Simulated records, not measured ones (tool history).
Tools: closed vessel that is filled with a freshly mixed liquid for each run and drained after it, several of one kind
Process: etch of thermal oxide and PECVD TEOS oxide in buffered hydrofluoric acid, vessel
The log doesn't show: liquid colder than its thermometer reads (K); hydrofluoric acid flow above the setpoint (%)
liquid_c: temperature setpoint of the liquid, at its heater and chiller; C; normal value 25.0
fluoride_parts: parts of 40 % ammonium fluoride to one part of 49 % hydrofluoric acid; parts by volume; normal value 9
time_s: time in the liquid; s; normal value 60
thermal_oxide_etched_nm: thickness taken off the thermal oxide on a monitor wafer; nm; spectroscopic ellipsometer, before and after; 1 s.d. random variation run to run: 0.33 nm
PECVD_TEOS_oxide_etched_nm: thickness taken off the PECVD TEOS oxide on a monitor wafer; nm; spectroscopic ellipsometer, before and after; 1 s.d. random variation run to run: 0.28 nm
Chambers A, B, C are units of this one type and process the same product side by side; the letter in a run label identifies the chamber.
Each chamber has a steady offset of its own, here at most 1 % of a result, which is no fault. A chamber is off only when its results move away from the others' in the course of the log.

run,hour,liquid_c,fluoride_parts,time_s,hours since the thermometer was replaced,hours since the hydrofluoric acid flow meter was replaced,"read-back film thickness of the thermal oxide reference wafer, read on the same gauge (nm)","read-back film thickness of the PECVD TEOS oxide reference wafer, read on the same gauge (nm)",thermal_oxide_etched_nm,PECVD_TEOS_oxide_etched_nm
1B,9.6,25.0,9,60,758.5,418.9,50.010,99.953,78.961,83.951
2A,17.9,25.0,9,60,416.5,842.9,50.001,100.030,78.643,85.133
3C,25.9,25.0,9,60,527.0,1597.8,50.009,100.040,78.765,84.930
4A,37.8,25.0,9,60,436.4,862.8,49.998,100.000,79.037,85.137
5B,44.6,25.0,9,60,793.5,453.9,50.007,100.010,78.741,83.426
6C,50.3,25.0,9,60,551.4,1622.2,49.988,99.973,78.816,84.523
7C,57.1,25.0,9,60,558.2,1629.0,50.001,100.020,78.479,85.054
8B,69.8,25.0,9,60,818.7,479.1,50.003,100.030,79.079,83.624
9A,80.3,25.0,9,60,478.9,905.3,50.000,99.978,78.650,85.022
# hour 84.3: chamber B: hydrofluoric acid flow meter replaced
10B,87.2,25.0,9,60,836.1,3.0,50.009,99.984,79.159,83.956
11A,93.8,25.0,9,60,492.4,918.8,49.984,99.988,78.726,84.767
12C,104.6,22.0,7,60,605.7,1676.5,50.001,100.020,87.850,95.062
13A,114.1,22.0,7,60,512.7,939.1,49.997,100.020,87.747,94.676
14C,120.6,22.0,7,60,621.7,1692.5,50.006,100.010,87.553,94.829
15B,132.6,25.0,9,60,881.5,48.4,49.995,100.010,78.673,83.825
16B,145.4,25.0,9,60,894.3,61.2,50.002,99.964,78.305,83.804
17A,151.6,25.0,9,60,550.2,976.6,50.000,100.020,78.491,85.201
18C,163.3,25.0,9,60,664.4,1735.2,49.984,99.988,78.596,84.269
19C,171.5,25.0,9,60,672.6,1743.4,50.009,100.040,78.905,85.223
20A,181.9,23.0,9,70,580.5,1006.9,50.010,100.010,82.076,89.017
21B,193.2,23.0,9,70,942.1,109.0,49.997,99.964,82.318,87.855
22A,202.0,23.0,9,70,600.6,1027.0,49.992,100.020,81.849,89.278
23B,213.2,25.0,9,60,962.1,129.0,49.978,99.979,78.678,83.373
24C,222.7,25.0,9,75,723.8,1794.6,50.004,100.010,98.745,106.100
25B,234.6,25.0,9,75,983.5,150.4,50.004,100.030,97.882,104.240
26A,243.2,25.0,9,75,641.8,1068.2,49.999,99.990,97.859,106.040
27C,256.1,25.0,9,60,757.2,1828.0,50.004,99.960,78.189,84.673
28A,263.5,22.0,9,35,662.1,1088.5,49.992,100.010,38.818,42.153
29B,274.8,22.0,9,35,1023.7,190.6,49.978,99.964,38.989,41.473
30C,283.0,22.0,9,35,784.1,1854.9,50.003,100.020,38.987,42.202
31A,290.2,25.0,9,60,688.8,1115.2,50.011,99.990,78.633,85.321
32C,299.8,25.0,9,60,800.9,1871.7,49.989,100.020,78.778,84.229
33B,305.5,25.0,9,60,1054.4,221.3,50.013,99.931,79.424,83.570
34B,315.6,25.0,9,60,1064.5,231.4,50.023,100.000,78.547,83.508
35A,324.9,22.5,9,90,723.5,1149.9,50.006,99.994,102.720,110.710
36C,332.9,22.5,9,90,834.0,1904.8,50.011,100.050,103.480,111.050
37A,339.1,22.5,9,90,737.7,1164.1,49.998,99.992,102.500,111.470
38B,345.6,25.0,11,60,1094.5,261.4,49.988,99.972,67.810,71.186
39C,352.4,25.0,11,60,853.5,1924.3,49.993,99.979,66.752,72.324

Each of the 3 chambers runs these same settings next. Fill in every chamber's results:
40A,361.7,25.0,9,60,,,,,?,?
40B,361.7,25.0,9,60,,,,,?,?
40C,361.7,25.0,9,60,,,,,?,?

run,thermal_oxide_etched_nm,PECVD_TEOS_oxide_etched_nm
40A,78.716,84.451
40B,79.440,83.620
40C,78.538,84.932

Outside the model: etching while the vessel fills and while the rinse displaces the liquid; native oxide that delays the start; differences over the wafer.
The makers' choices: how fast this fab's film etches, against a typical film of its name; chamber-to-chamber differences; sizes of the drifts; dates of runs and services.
